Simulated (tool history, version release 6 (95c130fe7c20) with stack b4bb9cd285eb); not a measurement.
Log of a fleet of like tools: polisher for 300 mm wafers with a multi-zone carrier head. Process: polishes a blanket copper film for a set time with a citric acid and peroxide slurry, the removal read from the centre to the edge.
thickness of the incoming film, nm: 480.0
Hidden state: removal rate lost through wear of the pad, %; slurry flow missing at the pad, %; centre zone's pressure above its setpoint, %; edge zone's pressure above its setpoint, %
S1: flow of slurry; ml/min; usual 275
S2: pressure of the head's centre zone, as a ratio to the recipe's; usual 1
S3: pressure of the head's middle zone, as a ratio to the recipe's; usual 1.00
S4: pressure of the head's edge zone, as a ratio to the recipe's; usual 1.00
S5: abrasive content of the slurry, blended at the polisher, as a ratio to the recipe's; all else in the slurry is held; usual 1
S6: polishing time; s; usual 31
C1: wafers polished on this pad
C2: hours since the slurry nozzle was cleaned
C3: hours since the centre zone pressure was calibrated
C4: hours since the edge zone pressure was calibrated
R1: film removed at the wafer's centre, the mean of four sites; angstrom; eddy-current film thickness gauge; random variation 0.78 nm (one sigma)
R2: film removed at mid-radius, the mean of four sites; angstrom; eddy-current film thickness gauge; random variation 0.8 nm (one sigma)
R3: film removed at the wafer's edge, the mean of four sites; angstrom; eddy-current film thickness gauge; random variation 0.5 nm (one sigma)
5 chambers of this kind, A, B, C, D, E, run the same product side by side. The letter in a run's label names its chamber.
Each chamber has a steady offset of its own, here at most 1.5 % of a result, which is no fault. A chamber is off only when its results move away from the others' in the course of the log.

Run 1C, hour 7.0: usual settings; C1 548; C2 187.1; C3 885.7; C4 579.2. Result: R1 709.61 angstrom, R2 708.88 angstrom, R3 705.21 angstrom.
At hour 8.9: chamber A: worn pad replaced by a new one.
At hour 12.6: chamber B: worn pad replaced by a new one.
Run 2A, hour 20.5: usual settings; C1 162; C2 193.1; C3 775.5; C4 838.6. Result: R1 701.56 angstrom, R2 711.28 angstrom, R3 687.35 angstrom.
Run 3E, hour 27.9: usual settings; C1 1050; C2 255.3; C3 573.1; C4 397.3. Result: R1 698.51 angstrom, R2 718.42 angstrom, R3 695.23 angstrom.
Run 4D, hour 40.6: usual settings; C1 606; C2 64.3; C3 284.2; C4 674.8. Result: R1 717.66 angstrom, R2 698.88 angstrom, R3 707.44 angstrom.
Run 5B, hour 50.0: usual settings; C1 523; C2 602.6; C3 1128.5; C4 422.7. Result: R1 693.83 angstrom, R2 690.43 angstrom, R3 706.10 angstrom.
Run 6C, hour 60.9: usual settings; C1 1302; C2 241.0; C3 939.6; C4 633.1. Result: R1 705.17 angstrom, R2 699.28 angstrom, R3 701.69 angstrom.
Run 7D, hour 72.1: usual settings but S4 1.06; C1 1047; C2 95.8; C3 315.7; C4 706.3. Result: R1 723.99 angstrom, R2 688.53 angstrom, R3 724.94 angstrom.
Run 8E, hour 78.8: usual settings but S4 1.06; C1 1763; C2 306.2; C3 624.0; C4 448.2. Result: R1 701.27 angstrom, R2 710.35 angstrom, R3 722.53 angstrom.
At hour 84.5: chamber D: worn pad replaced by a new one.
At hour 87.3: chamber C: worn pad replaced by a new one.
Run 9A, hour 94.0: usual settings but S4 1.06; C1 1191; C2 266.6; C3 849.0; C4 912.1. Result: R1 707.20 angstrom, R2 709.08 angstrom, R3 717.14 angstrom.
At hour 98.2: chamber A: worn pad replaced by a new one.
Run 10B, hour 103.0: usual settings but S4 1.06; C1 1265; C2 655.6; C3 1181.5; C4 475.7. Result: R1 705.14 angstrom, R2 707.61 angstrom, R3 722.67 angstrom.
At hour 109.5: chamber B: worn pad replaced by a new one.
Run 11E, hour 112.8: usual settings but S4 1.06; C1 2239; C2 340.2; C3 658.0; C4 482.2. Result: R1 699.31 angstrom, R2 707.76 angstrom, R3 716.51 angstrom.
Run 12B, hour 121.1: usual settings; C1 162; C2 673.7; C3 1199.6; C4 493.8. Result: R1 715.13 angstrom, R2 697.83 angstrom, R3 705.47 angstrom.
At hour 126.7: chamber C: centre zone pressure recalibrated.
Run 13C, hour 127.8: usual settings; C1 567; C2 307.9; C3 1.1; C4 700.0. Result: R1 691.90 angstrom, R2 706.33 angstrom, R3 709.98 angstrom.
At hour 130.8: chamber D: centre zone pressure recalibrated.
Run 14A, hour 142.7: usual settings; C1 623; C2 315.3; C3 897.7; C4 960.8. Result: R1 707.82 angstrom, R2 706.52 angstrom, R3 693.22 angstrom.
Run 15D, hour 151.1: usual settings; C1 933; C2 174.8; C3 20.3; C4 785.3. Result: R1 707.77 angstrom, R2 704.17 angstrom, R3 704.58 angstrom.
At hour 157.8: chamber D: worn pad replaced by a new one.
Run 16C, hour 158.5: usual settings; C1 997; C2 338.6; C3 31.8; C4 730.7. Result: R1 710.65 angstrom, R2 694.60 angstrom, R3 703.59 angstrom.
Run 17A, hour 168.1: usual settings; C1 979; C2 340.7; C3 923.1; C4 986.2. Result: R1 713.95 angstrom, R2 697.35 angstrom, R3 693.59 angstrom.
At hour 172.7: chamber A: worn pad replaced by a new one.
Run 18E, hour 182.5: usual settings; C1 3215; C2 409.9; C3 727.7; C4 551.9. Result: R1 696.67 angstrom, R2 694.89 angstrom, R3 685.29 angstrom.
Run 19D, hour 189.9: usual settings; C1 449; C2 213.6; C3 59.1; C4 824.1. Result: R1 697.66 angstrom, R2 705.36 angstrom, R3 705.64 angstrom.
At hour 200.2: chamber E: edge zone pressure recalibrated.
Run 20B, hour 204.4: usual settings; C1 1328; C2 757.0; C3 1282.9; C4 577.1. Result: R1 693.80 angstrom, R2 691.14 angstrom, R3 712.03 angstrom.
At hour 208.4: chamber C: worn pad replaced by a new one.
Run 21B, hour 211.6: usual settings; C1 1429; C2 764.2; C3 1290.1; C4 584.3. Result: R1 704.87 angstrom, R2 690.39 angstrom, R3 697.44 angstrom.
At hour 217.2: chamber C: slurry nozzle cleaned.
At hour 217.3: chamber B: worn pad replaced by a new one.
At hour 220.5: chamber B: centre zone pressure recalibrated.
Run 22C, hour 223.3: usual settings but S1 335 ml/min, S3 0.93; C1 209; C2 6.1; C3 96.6; C4 795.5. Result: R1 706.83 angstrom, R2 669.47 angstrom, R3 710.59 angstrom.
Run 23A, hour 232.1: usual settings but S1 335 ml/min, S3 0.93; C1 832; C2 404.7; C3 987.1; C4 1050.2. Result: R1 713.49 angstrom, R2 665.85 angstrom, R3 696.41 angstrom.
At hour 237.5: chamber D: worn pad replaced by a new one.
Run 24D, hour 239.9: usual settings but S1 335 ml/min, S3 0.93; C1 34; C2 263.6; C3 109.1; C4 874.1. Result: R1 709.91 angstrom, R2 661.10 angstrom, R3 718.88 angstrom.
At hour 244.5: chamber B: slurry nozzle cleaned.
At hour 249.3: chamber A: worn pad replaced by a new one.
Run 25E, hour 250.5: usual settings but S1 335 ml/min, S3 0.93; C1 4167; C2 477.9; C3 795.7; C4 50.3. Result: R1 688.04 angstrom, R2 648.84 angstrom, R3 669.83 angstrom.
Run 26B, hour 263.6: usual settings but S1 335 ml/min, S3 0.93; C1 649; C2 19.2; C3 43.1; C4 636.3. Result: R1 711.50 angstrom, R2 669.58 angstrom, R3 708.55 angstrom.
Run 27D, hour 274.0: usual settings but S4 1.10, S6 41 s; C1 512; C2 297.7; C3 143.2; C4 908.2. Result: R1 937.80 angstrom, R2 941.66 angstrom, R3 992.73 angstrom.
Run 28A, hour 281.4: usual settings but S4 1.10, S6 41 s; C1 450; C2 454.0; C3 1036.4; C4 1099.5. Result: R1 920.63 angstrom, R2 930.88 angstrom, R3 960.49 angstrom.
Run 29C, hour 291.6: usual settings but S4 1.10, S6 41 s; C1 1165; C2 74.4; C3 164.9; C4 863.8. Result: R1 930.38 angstrom, R2 933.95 angstrom, R3 980.43 angstrom.
Run 30E, hour 298.3: usual settings but S4 1.10, S6 41 s; C1 4836; C2 525.7; C3 843.5; C4 98.1. Result: R1 890.35 angstrom, R2 862.32 angstrom, R3 917.77 angstrom.
Run 31B, hour 309.9: usual settings but S4 1.10, S6 41 s; C1 1297; C2 65.5; C3 89.4; C4 682.6. Result: R1 926.67 angstrom, R2 934.72 angstrom, R3 971.23 angstrom.
Run 32E, hour 317.0: usual settings; C1 5098; C2 544.4; C3 862.2; C4 116.8. Result: R1 661.72 angstrom, R2 664.89 angstrom, R3 648.82 angstrom.
At hour 325.0: chamber C: worn pad replaced by a new one.
Run 33A, hour 326.3: usual settings; C1 1078; C2 498.9; C3 1081.3; C4 1144.4. Result: R1 706.03 angstrom, R2 684.57 angstrom, R3 693.17 angstrom.
At hour 331.2: chamber D: worn pad replaced by a new one.
At hour 331.4: chamber B: worn pad replaced by a new one.
Run 34C, hour 341.2: usual settings; C1 227; C2 124.0; C3 214.5; C4 913.4. Result: R1 702.67 angstrom, R2 713.02 angstrom, R3 698.17 angstrom.
At hour 345.6: chamber A: worn pad replaced by a new one.
Run 35D, hour 356.3: usual settings; C1 351; C2 380.0; C3 225.5; C4 990.5. Result: R1 713.06 angstrom, R2 689.40 angstrom, R3 701.28 angstrom.
Run 36C, hour 365.6: usual settings; C1 569; C2 148.4; C3 238.9; C4 937.8. Result: R1 693.47 angstrom, R2 707.72 angstrom, R3 697.74 angstrom.
Run 37E, hour 372.9: usual settings; C1 5881; C2 600.3; C3 918.1; C4 172.7. Result: R1 642.38 angstrom, R2 652.28 angstrom, R3 643.98 angstrom.
Run 38A, hour 386.2: usual settings; C1 568; C2 558.8; C3 1141.2; C4 1204.3. Result: R1 698.67 angstrom, R2 709.27 angstrom, R3 702.19 angstrom.
Run 39D, hour 398.6: usual settings; C1 944; C2 422.3; C3 267.8; C4 1032.8. Result: R1 714.75 angstrom, R2 694.00 angstrom, R3 708.84 angstrom.
Run 40B, hour 410.8: usual settings; C1 1112; C2 166.4; C3 190.3; C4 783.5. Result: R1 707.24 angstrom, R2 704.33 angstrom, R3 703.07 angstrom.
Run 41D, hour 424.0: usual settings; C1 1299; C2 447.7; C3 293.2; C4 1058.2. Result: R1 712.33 angstrom, R2 699.85 angstrom, R3 701.87 angstrom.

What goes on in this fleet: one chamber off, a drifting gauge, or nothing beyond the chambers' own small offsets? Name the chamber and the cause, if any.

Chamber E drifts away from the others.
Cause: removal rate lost through wear of the pad, % = 10.2.

Here are 4 candidates for chamber E's next run, each the usual settings with a change, their results left as question marks. Which one brings its results back in line with what the others give on the usual settings?
In line means no further than this from the other chambers' mean on the usual settings: R1 27.00 angstrom; R2 28.00 angstrom; R3 17.00 angstrom
Run 42E-1, hour 434.9: usual settings but S6 32 s. Result: R1 ?, R2 ?, R3 ?.
Run 42E-2, hour 434.9: usual settings but S3 1.01, S4 0.99, S6 28 s. Result: R1 ?, R2 ?, R3 ?.
Run 42E-3, hour 434.9: usual settings but S3 0.99, S4 1.01, S6 34 s. Result: R1 ?, R2 ?, R3 ?.
Run 42E-4, hour 434.9: usual settings but S6 30 s. Result: R1 ?, R2 ?, R3 ?.

The other chambers' mean on the usual settings: R1 701.83 angstrom; R2 700.99 angstrom; R3 700.83 angstrom
  run      R1      R2      R3
42E-1  655.52  657.31  651.37
42E-2  573.62  580.36  566.90
42E-3  696.43  692.07  695.77
42E-4  614.55  616.23  610.66
42E-3 brings the chamber back in line.

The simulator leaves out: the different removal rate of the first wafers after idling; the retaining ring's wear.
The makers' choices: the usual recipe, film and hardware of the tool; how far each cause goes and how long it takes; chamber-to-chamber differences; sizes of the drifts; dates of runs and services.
